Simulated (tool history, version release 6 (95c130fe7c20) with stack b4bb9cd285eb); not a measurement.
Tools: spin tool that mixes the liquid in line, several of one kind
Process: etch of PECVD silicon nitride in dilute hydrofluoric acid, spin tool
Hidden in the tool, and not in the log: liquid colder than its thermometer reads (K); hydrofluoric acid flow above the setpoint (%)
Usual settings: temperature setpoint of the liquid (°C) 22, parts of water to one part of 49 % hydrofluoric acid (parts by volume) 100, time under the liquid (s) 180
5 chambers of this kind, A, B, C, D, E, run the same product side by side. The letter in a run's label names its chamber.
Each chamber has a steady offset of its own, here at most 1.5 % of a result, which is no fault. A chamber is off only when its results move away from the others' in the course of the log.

run,day,temperature setpoint of the liquid (°C),parts of water to one part of 49 % hydrofluoric acid (parts by volume),time under the liquid (s),hours since the thermometer was replaced,hours since the hydrofluoric acid flow meter was replaced,"read-back film thickness of the PECVD silicon nitride reference wafer, read on the same gauge (nm)",thickness taken off the PECVD silicon nitride on a monitor wafer (angstrom)
1B,0.262,22,100,180,392.7,711.2,129.98,69.641
2A,0.475,22,100,180,31.9,1460.8,129.98,70.053
3C,0.704,22,100,180,84.7,1278.4,129.99,70.034
4D,0.962,22,100,180,543.5,491,130.02,68.492
5E,1.121,22,100,180,538,1961.9,129.99,69.957
6A,1.267,22,100,180,50.9,1479.8,130.02,69.723
7E,1.533,22,100,180,547.9,1971.8,129.98,69.906
8B,1.762,22,100,180,428.7,747.2,130.04,68.759
9D,1.971,22,100,180,567.7,515.2,129.99,68.594
10C,2.233,22,100,180,121.4,1315.1,130.01,69.579
11B,2.458,22,100,180,445.4,763.9,129.99,69.601
12D,2.779,22,100,180,587.1,534.6,130.01,68.73
13A,2.954,22,100,270,91.4,1520.3,130,105.01
14E,3.125,22,100,270,586.1,2010,130.01,104.08
15C,3.429,22,100,270,150.1,1343.8,130.03,104.34
16B,3.612,22,100,270,473.1,791.6,130.03,103.91
17E,3.862,22,100,270,603.8,2027.7,130.03,103.35
18D,4.112,22,100,180,619.1,566.6,129.99,68.541
19C,4.346,22,100,180,172.1,1365.8,130.03,69.906
20A,4.621,22,100,180,131.4,1560.3,129.99,70.371
21B,4.875,22,100,180,503.4,821.9,129.99,69.323
22A,5.146,22,100,180,144,1572.9,130.04,70.552
# day 5.158: chamber C: hydrofluoric acid flow meter replaced
23C,5.388,22,100,180,197.1,5.5,130.02,69.888
24E,5.662,22,100,180,647,2070.9,129.97,69.227
25D,5.967,22,100,180,663.6,611.1,130.03,68.743
26C,6.296,22,100,180,218.9,27.3,130,69.259
27D,6.454,22,100,180,675.3,622.8,130,68.751
28B,6.783,25.5,100,180,549.2,867.7,130.02,87.239
29A,7.033,25.5,100,180,189.3,1618.2,129.99,88.687
30E,7.329,25.5,100,180,687,2110.9,130.01,86.098
31B,7.525,25.5,100,180,567,885.5,129.95,87.9
32C,7.788,25.5,100,180,254.7,63.1,129.98,88.469
33D,7.975,22,100,180,711.8,659.3,130.02,68.593
34A,8.212,22,100,180,217.6,1646.5,130.03,70.12
35E,8.517,22,100,180,715.5,2139.4,130.05,67.669
36D,8.846,22,100,180,732.7,680.2,129.99,68.322
37C,9.1,22,100,180,286.2,94.6,129.98,70.252
38B,9.308,22,100,180,609.8,928.3,130.04,69.416
39A,9.45,22,100,180,247.3,1676.2,129.99,70.744
40E,9.717,22,100,180,744.3,2168.2,130.04,67.948
41B,9.883,22,100,180,623.6,942.1,129.97,69.093
42D,10.104,22,100,180,762.9,710.4,130.02,69.187
43C,10.329,22,100,180,315.7,124.1,130,70.225

All 5 chambers run these settings next. Forecast each chamber's results:
44A,10.567,22,100,180,,,,?
44B,10.567,22,100,180,,,,?
44C,10.567,22,100,180,,,,?
44D,10.567,22,100,180,,,,?
44E,10.567,22,100,180,,,,?

run,thickness taken off the PECVD silicon nitride on a monitor wafer (angstrom)
44A,70.568
44B,69.057
44C,70.078
44D,68.981
44E,67.528

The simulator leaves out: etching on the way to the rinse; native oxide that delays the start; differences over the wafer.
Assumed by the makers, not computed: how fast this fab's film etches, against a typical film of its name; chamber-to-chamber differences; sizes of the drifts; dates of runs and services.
